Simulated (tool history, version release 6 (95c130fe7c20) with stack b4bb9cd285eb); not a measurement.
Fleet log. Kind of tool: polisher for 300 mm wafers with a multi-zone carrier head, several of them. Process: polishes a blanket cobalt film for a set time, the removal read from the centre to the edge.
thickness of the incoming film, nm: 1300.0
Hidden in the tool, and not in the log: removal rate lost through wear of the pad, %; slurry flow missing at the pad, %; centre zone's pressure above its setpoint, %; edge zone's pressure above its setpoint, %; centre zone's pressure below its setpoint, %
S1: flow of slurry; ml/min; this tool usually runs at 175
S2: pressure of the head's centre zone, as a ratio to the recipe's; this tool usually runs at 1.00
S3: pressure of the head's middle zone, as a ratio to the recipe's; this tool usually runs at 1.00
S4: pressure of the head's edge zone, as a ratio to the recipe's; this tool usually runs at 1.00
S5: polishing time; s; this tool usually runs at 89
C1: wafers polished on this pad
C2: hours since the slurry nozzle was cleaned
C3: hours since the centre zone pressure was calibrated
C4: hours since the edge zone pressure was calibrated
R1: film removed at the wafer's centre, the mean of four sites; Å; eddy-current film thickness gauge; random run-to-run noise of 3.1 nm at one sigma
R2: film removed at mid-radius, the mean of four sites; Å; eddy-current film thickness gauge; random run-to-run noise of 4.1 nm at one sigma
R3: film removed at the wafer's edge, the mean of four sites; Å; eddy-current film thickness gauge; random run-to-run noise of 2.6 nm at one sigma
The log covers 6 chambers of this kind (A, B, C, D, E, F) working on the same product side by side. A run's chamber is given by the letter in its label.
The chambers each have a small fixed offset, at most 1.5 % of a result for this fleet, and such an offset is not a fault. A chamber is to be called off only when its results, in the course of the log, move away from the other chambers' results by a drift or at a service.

{"hour": 1.5, "done": "chamber A: centre zone pressure recalibrated"}
{"run": "1B", "hour": 2.9, "S1": 175, "S2": 1.0, "S3": 1.0, "S4": 1.0, "S5": 89, "C1": 255, "C2": 148.9, "C3": 134.7, "C4": 119.4, "R1": 2864.6, "R2": 2946.6, "R3": 2846.0}
{"run": "2C", "hour": 7.6, "S1": 175, "S2": 1.0, "S3": 1.0, "S4": 1.0, "S5": 89, "C1": 809, "C2": 260.7, "C3": 351.2, "C4": 732.6, "R1": 2843.0, "R2": 2902.2, "R3": 2873.7}
{"run": "3F", "hour": 13.7, "S1": 175, "S2": 1.0, "S3": 1.0, "S4": 1.0, "S5": 89, "C1": 750, "C2": 111.5, "C3": 291.4, "C4": 711.7, "R1": 2887.1, "R2": 2943.8, "R3": 2851.9}
{"hour": 18.6, "done": "chamber A: worn pad replaced by a new one"}
{"run": "4E", "hour": 19.3, "S1": 175, "S2": 1.0, "S3": 1.0, "S4": 1.0, "S5": 89, "C1": 509, "C2": 142.7, "C3": 300.6, "C4": 1001.9, "R1": 2874.9, "R2": 2900.2, "R3": 2885.9}
{"run": "5A", "hour": 25.1, "S1": 175, "S2": 1.0, "S3": 1.0, "S4": 1.0, "S5": 89, "C1": 36, "C2": 55.9, "C3": 23.6, "C4": 546.1, "R1": 2892.9, "R2": 2896.4, "R3": 2870.4}
{"run": "6D", "hour": 30.4, "S1": 175, "S2": 1.0, "S3": 1.0, "S4": 1.0, "S5": 89, "C1": 606, "C2": 114.7, "C3": 613.6, "C4": 285.2, "R1": 2898.5, "R2": 2809.4, "R3": 2884.6}
{"run": "7D", "hour": 36.5, "S1": 175, "S2": 1.0, "S3": 1.0, "S4": 1.0, "S5": 69, "C1": 640, "C2": 120.8, "C3": 619.7, "C4": 291.3, "R1": 2215.4, "R2": 2228.6, "R3": 2270.0}
{"run": "8B", "hour": 41.1, "S1": 175, "S2": 1.0, "S3": 1.0, "S4": 1.0, "S5": 69, "C1": 467, "C2": 187.1, "C3": 172.9, "C4": 157.6, "R1": 2251.1, "R2": 2186.7, "R3": 2223.1}
{"run": "9E", "hour": 44.0, "S1": 175, "S2": 1.0, "S3": 1.0, "S4": 1.0, "S5": 69, "C1": 646, "C2": 167.4, "C3": 325.3, "C4": 1026.6, "R1": 2202.1, "R2": 2203.5, "R3": 2204.2}
{"hour": 44.2, "done": "chamber C: worn pad replaced by a new one"}
{"run": "10C", "hour": 47.6, "S1": 175, "S2": 1.0, "S3": 1.0, "S4": 1.0, "S5": 69, "C1": 19, "C2": 300.7, "C3": 391.2, "C4": 772.6, "R1": 2159.7, "R2": 2245.9, "R3": 2230.1}
{"run": "11A", "hour": 51.9, "S1": 175, "S2": 1.0, "S3": 1.0, "S4": 1.0, "S5": 69, "C1": 185, "C2": 82.7, "C3": 50.4, "C4": 572.9, "R1": 2192.4, "R2": 2238.4, "R3": 2223.5}
{"hour": 54.2, "done": "chamber F: worn pad replaced by a new one"}
{"run": "12F", "hour": 55.7, "S1": 175, "S2": 1.0, "S3": 1.0, "S4": 1.0, "S5": 69, "C1": 8, "C2": 153.5, "C3": 333.4, "C4": 753.7, "R1": 2248.6, "R2": 2184.3, "R3": 2220.7}
{"run": "13B", "hour": 60.4, "S1": 175, "S2": 1.0, "S3": 1.0, "S4": 1.0, "S5": 89, "C1": 574, "C2": 206.4, "C3": 192.2, "C4": 176.9, "R1": 2883.5, "R2": 2921.3, "R3": 2850.1}
{"hour": 63.3, "done": "chamber B: worn pad replaced by a new one"}
{"run": "14A", "hour": 64.6, "S1": 175, "S2": 1.0, "S3": 1.05, "S4": 1.0, "S5": 60, "C1": 256, "C2": 95.4, "C3": 63.1, "C4": 585.6, "R1": 1949.8, "R2": 1987.6, "R3": 1945.2}
{"hour": 68.9, "done": "chamber E: worn pad replaced by a new one"}
{"run": "15C", "hour": 70.3, "S1": 175, "S2": 1.0, "S3": 1.05, "S4": 1.0, "S5": 60, "C1": 145, "C2": 323.4, "C3": 413.9, "C4": 795.3, "R1": 1924.8, "R2": 2013.5, "R3": 1963.1}
{"hour": 73.1, "done": "chamber D: edge zone pressure recalibrated"}
{"run": "16F", "hour": 76.8, "S1": 175, "S2": 1.0, "S3": 1.05, "S4": 1.0, "S5": 60, "C1": 125, "C2": 174.6, "C3": 354.5, "C4": 774.8, "R1": 1937.1, "R2": 1990.2, "R3": 1907.6}
{"run": "17D", "hour": 82.0, "S1": 175, "S2": 1.0, "S3": 1.05, "S4": 1.0, "S5": 60, "C1": 893, "C2": 166.3, "C3": 665.2, "C4": 8.9, "R1": 1929.5, "R2": 2000.3, "R3": 1941.4}
{"hour": 83.4, "done": "chamber F: centre zone pressure recalibrated"}
{"run": "18E", "hour": 86.3, "S1": 175, "S2": 1.0, "S3": 1.05, "S4": 1.0, "S5": 60, "C1": 97, "C2": 209.7, "C3": 367.6, "C4": 1068.9, "R1": 1906.6, "R2": 2016.2, "R3": 1914.9}
{"run": "19E", "hour": 91.4, "S1": 175, "S2": 1.0, "S3": 1.05, "S4": 1.0, "S5": 60, "C1": 125, "C2": 214.8, "C3": 372.7, "C4": 1074.0, "R1": 1883.7, "R2": 2018.0, "R3": 1911.8}
{"run": "20A", "hour": 94.6, "S1": 175, "S2": 1.0, "S3": 1.0, "S4": 1.08, "S5": 89, "C1": 423, "C2": 125.4, "C3": 93.1, "C4": 615.6, "R1": 2845.1, "R2": 2829.5, "R3": 2971.9}
{"run": "21B", "hour": 98.4, "S1": 175, "S2": 1.0, "S3": 1.0, "S4": 1.08, "S5": 89, "C1": 195, "C2": 244.4, "C3": 230.2, "C4": 214.9, "R1": 2886.6, "R2": 2810.0, "R3": 3001.8}
{"run": "22F", "hour": 101.8, "S1": 175, "S2": 1.0, "S3": 1.0, "S4": 1.08, "S5": 89, "C1": 264, "C2": 199.6, "C3": 18.5, "C4": 799.8, "R1": 3093.9, "R2": 2801.8, "R3": 2951.1}
{"run": "23C", "hour": 104.7, "S1": 175, "S2": 1.0, "S3": 1.0, "S4": 1.08, "S5": 89, "C1": 337, "C2": 357.8, "C3": 448.3, "C4": 829.7, "R1": 2868.8, "R2": 2815.9, "R3": 2993.0}
{"hour": 105.4, "done": "chamber A: worn pad replaced by a new one"}
{"run": "24D", "hour": 110.5, "S1": 175, "S2": 1.0, "S3": 1.0, "S4": 1.08, "S5": 89, "C1": 1052, "C2": 194.8, "C3": 693.7, "C4": 37.4, "R1": 2882.4, "R2": 2892.4, "R3": 2994.6}
{"hour": 110.7, "done": "chamber F: slurry nozzle cleaned"}
{"run": "25F", "hour": 114.6, "S1": 175, "S2": 1.0, "S3": 1.0, "S4": 1.08, "S5": 89, "C1": 336, "C2": 4.0, "C3": 31.3, "C4": 812.6, "R1": 3046.9, "R2": 2879.2, "R3": 2991.9}
{"run": "26C", "hour": 117.7, "S1": 175, "S2": 1.0, "S3": 1.0, "S4": 1.0, "S5": 89, "C1": 409, "C2": 370.8, "C3": 461.3, "C4": 842.7, "R1": 2851.4, "R2": 2875.3, "R3": 2883.6}
{"run": "27E", "hour": 121.5, "S1": 175, "S2": 1.0, "S3": 1.0, "S4": 1.0, "S5": 89, "C1": 293, "C2": 244.9, "C3": 402.8, "C4": 1104.1, "R1": 2775.7, "R2": 2896.1, "R3": 2887.7}
{"hour": 126.4, "done": "chamber C: slurry nozzle cleaned"}
{"run": "28B", "hour": 126.5, "S1": 175, "S2": 1.0, "S3": 1.0, "S4": 1.0, "S5": 89, "C1": 351, "C2": 272.5, "C3": 258.3, "C4": 243.0, "R1": 2907.7, "R2": 2832.3, "R3": 2897.8}
{"run": "29A", "hour": 130.1, "S1": 175, "S2": 1.0, "S3": 1.0, "S4": 1.0, "S5": 89, "C1": 137, "C2": 160.9, "C3": 128.6, "C4": 651.1, "R1": 2908.9, "R2": 2875.8, "R3": 2892.0}
{"run": "30D", "hour": 135.0, "S1": 175, "S2": 1.0, "S3": 1.0, "S4": 1.0, "S5": 89, "C1": 1188, "C2": 219.3, "C3": 718.2, "C4": 61.9, "R1": 2908.9, "R2": 2888.3, "R3": 2879.8}
{"hour": 137.1, "done": "chamber D: worn pad replaced by a new one"}
{"run": "31D", "hour": 138.5, "S1": 175, "S2": 0.89, "S3": 1.0, "S4": 1.0, "S5": 89, "C1": 8, "C2": 222.8, "C3": 721.7, "C4": 65.4, "R1": 2510.0, "R2": 2868.8, "R3": 2943.3}
{"run": "32A", "hour": 142.4, "S1": 175, "S2": 0.89, "S3": 1.0, "S4": 1.0, "S5": 89, "C1": 206, "C2": 173.2, "C3": 140.9, "C4": 663.4, "R1": 2552.7, "R2": 2915.2, "R3": 2892.9}
{"run": "33F", "hour": 145.7, "S1": 175, "S2": 0.89, "S3": 1.0, "S4": 1.0, "S5": 89, "C1": 509, "C2": 35.1, "C3": 62.4, "C4": 843.7, "R1": 2727.5, "R2": 2838.4, "R3": 2854.0}
{"run": "34C", "hour": 148.9, "S1": 175, "S2": 0.89, "S3": 1.0, "S4": 1.0, "S5": 89, "C1": 582, "C2": 22.6, "C3": 492.5, "C4": 873.9, "R1": 2565.9, "R2": 2791.0, "R3": 2909.8}
{"run": "35B", "hour": 152.2, "S1": 175, "S2": 0.89, "S3": 1.0, "S4": 1.0, "S5": 89, "C1": 494, "C2": 298.2, "C3": 284.0, "C4": 268.7, "R1": 2562.0, "R2": 2813.0, "R3": 2879.6}
{"hour": 153.5, "done": "chamber F: edge zone pressure recalibrated"}
{"run": "36E", "hour": 156.4, "S1": 175, "S2": 0.89, "S3": 1.0, "S4": 1.0, "S5": 89, "C1": 487, "C2": 279.8, "C3": 437.7, "C4": 1139.0, "R1": 2480.5, "R2": 2880.8, "R3": 2860.8}
{"run": "37B", "hour": 162.6, "S1": 175, "S2": 1.0, "S3": 1.0, "S4": 1.0, "S5": 89, "C1": 552, "C2": 308.6, "C3": 294.4, "C4": 279.1, "R1": 2925.9, "R2": 2858.3, "R3": 2837.8}
{"run": "38C", "hour": 166.6, "S1": 175, "S2": 1.0, "S3": 1.0, "S4": 1.0, "S5": 89, "C1": 681, "C2": 40.3, "C3": 510.2, "C4": 891.6, "R1": 2862.6, "R2": 2840.6, "R3": 2928.5}
{"run": "39D", "hour": 171.5, "S1": 175, "S2": 1.0, "S3": 1.0, "S4": 1.0, "S5": 89, "C1": 191, "C2": 255.8, "C3": 754.7, "C4": 98.4, "R1": 2862.9, "R2": 2887.1, "R3": 2909.3}
{"run": "40F", "hour": 177.4, "S1": 175, "S2": 1.0, "S3": 1.0, "S4": 1.0, "S5": 89, "C1": 685, "C2": 66.8, "C3": 94.1, "C4": 23.9, "R1": 3073.8, "R2": 2885.9, "R3": 2886.8}
{"run": "41A", "hour": 183.1, "S1": 175, "S2": 1.0, "S3": 1.0, "S4": 1.0, "S5": 89, "C1": 432, "C2": 213.9, "C3": 181.6, "C4": 704.1, "R1": 2833.8, "R2": 2912.6, "R3": 2845.1}
{"run": "42E", "hour": 189.0, "S1": 175, "S2": 1.1, "S3": 1.0, "S4": 1.0, "S5": 89, "C1": 668, "C2": 312.4, "C3": 470.3, "C4": 1171.6, "R1": 3120.7, "R2": 2818.2, "R3": 2821.1}
{"run": "43C", "hour": 192.2, "S1": 175, "S2": 1.1, "S3": 1.0, "S4": 1.0, "S5": 89, "C1": 823, "C2": 65.9, "C3": 535.8, "C4": 917.2, "R1": 3130.5, "R2": 2921.8, "R3": 2866.7}

Predict what each chamber gives when all 6 of them run the settings below next.
{"run": "44A", "hour": 196.9, "S1": 175, "S2": 0.95, "S3": 1.0, "S4": 1.0, "S5": 89, "R1": "?", "R2": "?", "R3": "?"}
{"run": "44B", "hour": 196.9, "S1": 175, "S2": 0.95, "S3": 1.0, "S4": 1.0, "S5": 89, "R1": "?", "R2": "?", "R3": "?"}
{"run": "44C", "hour": 196.9, "S1": 175, "S2": 0.95, "S3": 1.0, "S4": 1.0, "S5": 89, "R1": "?", "R2": "?", "R3": "?"}
{"run": "44D", "hour": 196.9, "S1": 175, "S2": 0.95, "S3": 1.0, "S4": 1.0, "S5": 89, "R1": "?", "R2": "?", "R3": "?"}
{"run": "44E", "hour": 196.9, "S1": 175, "S2": 0.95, "S3": 1.0, "S4": 1.0, "S5": 89, "R1": "?", "R2": "?", "R3": "?"}
{"run": "44F", "hour": 196.9, "S1": 175, "S2": 0.95, "S3": 1.0, "S4": 1.0, "S5": 89, "R1": "?", "R2": "?", "R3": "?"}

run=44A R1=2744.2 R2=2927.1 R3=2846.8
run=44B R1=2753.1 R2=2776.1 R3=2830.5
run=44C R1=2665.9 R2=2827.5 R3=2860.0
run=44D R1=2707.6 R2=2825.8 R3=2949.9
run=44E R1=2640.1 R2=2888.4 R3=2849.8
run=44F R1=2930.5 R2=2887.1 R3=2847.5
